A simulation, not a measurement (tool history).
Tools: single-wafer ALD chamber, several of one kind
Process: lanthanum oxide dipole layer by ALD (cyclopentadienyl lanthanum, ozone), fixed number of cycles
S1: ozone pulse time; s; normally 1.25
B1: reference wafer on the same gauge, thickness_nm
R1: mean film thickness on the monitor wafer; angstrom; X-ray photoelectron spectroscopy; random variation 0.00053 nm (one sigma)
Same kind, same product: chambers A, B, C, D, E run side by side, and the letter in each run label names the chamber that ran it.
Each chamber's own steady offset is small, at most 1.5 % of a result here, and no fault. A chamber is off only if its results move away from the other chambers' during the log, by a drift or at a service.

{"run": "1B", "hour": 9.4, "S1": 1.25, "B1": 0.46199, "R1": 5.3171}
{"run": "2E", "hour": 16.2, "S1": 1.25, "B1": 0.46211, "R1": 5.2923}
{"run": "3D", "hour": 29.5, "S1": 1.25, "B1": 0.46219, "R1": 5.29}
{"run": "4A", "hour": 37.0, "S1": 1.25, "B1": 0.46226, "R1": 5.3696}
{"run": "5C", "hour": 50.3, "S1": 1.25, "B1": 0.46215, "R1": 5.3261}
{"run": "6D", "hour": 59.8, "S1": 1.25, "B1": 0.46225, "R1": 5.2923}
{"run": "7A", "hour": 72.5, "S1": 1.25, "B1": 0.46222, "R1": 5.3766}
{"hour": 78.2, "done": "chamber D: thermocouple changed; heater temperature recalibrated"}
{"run": "8B", "hour": 81.8, "S1": 1.25, "B1": 0.46227, "R1": 5.3172}
{"run": "9E", "hour": 94.2, "S1": 1.25, "B1": 0.46238, "R1": 5.2909}
{"run": "10C", "hour": 106.0, "S1": 1.25, "B1": 0.46236, "R1": 5.3303}
{"run": "11D", "hour": 116.1, "S1": 1.25, "B1": 0.46238, "R1": 5.3005}
{"run": "12B", "hour": 128.4, "S1": 1.25, "B1": 0.46254, "R1": 5.3118}
{"run": "13E", "hour": 138.8, "S1": 1.25, "B1": 0.46264, "R1": 5.2963}
{"run": "14C", "hour": 150.9, "S1": 1.25, "B1": 0.46272, "R1": 5.3328}
{"run": "15A", "hour": 157.6, "S1": 1.25, "B1": 0.46267, "R1": 5.3788}
{"hour": 159.0, "done": "chamber E: ozone generator serviced"}
{"run": "16D", "hour": 169.4, "S1": 1.25, "B1": 0.46282, "R1": 5.3023}
{"run": "17C", "hour": 181.5, "S1": 1.25, "B1": 0.4626, "R1": 5.3276}
{"run": "18E", "hour": 189.6, "S1": 1.25, "B1": 0.46278, "R1": 5.3046}
{"run": "19B", "hour": 197.4, "S1": 1.25, "B1": 0.46294, "R1": 5.3167}
{"run": "20A", "hour": 206.6, "S1": 1.25, "B1": 0.46288, "R1": 5.3764}
{"run": "21D", "hour": 218.8, "S1": 1.25, "B1": 0.46296, "R1": 5.2944}
{"run": "22C", "hour": 226.5, "S1": 1.25, "B1": 0.46285, "R1": 5.3309}
{"run": "23E", "hour": 241.1, "S1": 1.25, "B1": 0.46295, "R1": 5.3067}
{"run": "24B", "hour": 253.7, "S1": 1.55, "B1": 0.46308, "R1": 5.543}
{"run": "25A", "hour": 263.7, "S1": 1.55, "B1": 0.46304, "R1": 5.6028}
{"run": "26E", "hour": 273.5, "S1": 1.55, "B1": 0.4631, "R1": 5.5196}
{"run": "27B", "hour": 282.6, "S1": 1.55, "B1": 0.46315, "R1": 5.5429}
{"run": "28C", "hour": 289.7, "S1": 1.55, "B1": 0.46326, "R1": 5.5614}
{"run": "29D", "hour": 300.1, "S1": 1.25, "B1": 0.46324, "R1": 5.3028}
{"run": "30A", "hour": 309.8, "S1": 1.25, "B1": 0.46321, "R1": 5.3792}
{"run": "31E", "hour": 320.7, "S1": 1.25, "B1": 0.46344, "R1": 5.3094}
{"run": "32A", "hour": 333.0, "S1": 1.25, "B1": 0.46338, "R1": 5.3804}
{"run": "33D", "hour": 346.9, "S1": 0.79, "B1": 0.46338, "R1": 4.5756}
{"run": "34C", "hour": 360.5, "S1": 0.79, "B1": 0.46353, "R1": 4.6042}
{"run": "35B", "hour": 371.1, "S1": 0.79, "B1": 0.46358, "R1": 4.6057}
{"run": "36A", "hour": 382.8, "S1": 0.79, "B1": 0.46356, "R1": 4.6363}
{"run": "37C", "hour": 396.8, "S1": 0.79, "B1": 0.46357, "R1": 4.6182}
{"hour": 402.9, "done": "chamber B: thermocouple changed; heater temperature recalibrated"}
{"run": "38D", "hour": 409.7, "S1": 1.25, "B1": 0.46366, "R1": 5.3083}
{"run": "39B", "hour": 423.6, "S1": 1.64, "B1": 0.46382, "R1": 5.5847}
{"run": "40E", "hour": 434.6, "S1": 1.64, "B1": 0.46373, "R1": 5.5697}
{"run": "41C", "hour": 441.3, "S1": 1.64, "B1": 0.4638, "R1": 5.6054}
{"run": "42E", "hour": 452.8, "S1": 1.64, "B1": 0.46397, "R1": 5.5699}

All 5 chambers run these settings next. Forecast each chamber's results:
{"run": "43A", "hour": 463.3, "S1": 1.25, "R1": "?"}
{"run": "43B", "hour": 463.3, "S1": 1.25, "R1": "?"}
{"run": "43C", "hour": 463.3, "S1": 1.25, "R1": "?"}
{"run": "43D", "hour": 463.3, "S1": 1.25, "R1": "?"}
{"run": "43E", "hour": 463.3, "S1": 1.25, "R1": "?"}

run=43A R1=5.3941
run=43B R1=5.3289
run=43C R1=5.3450
run=43D R1=5.3023
run=43E R1=5.3068
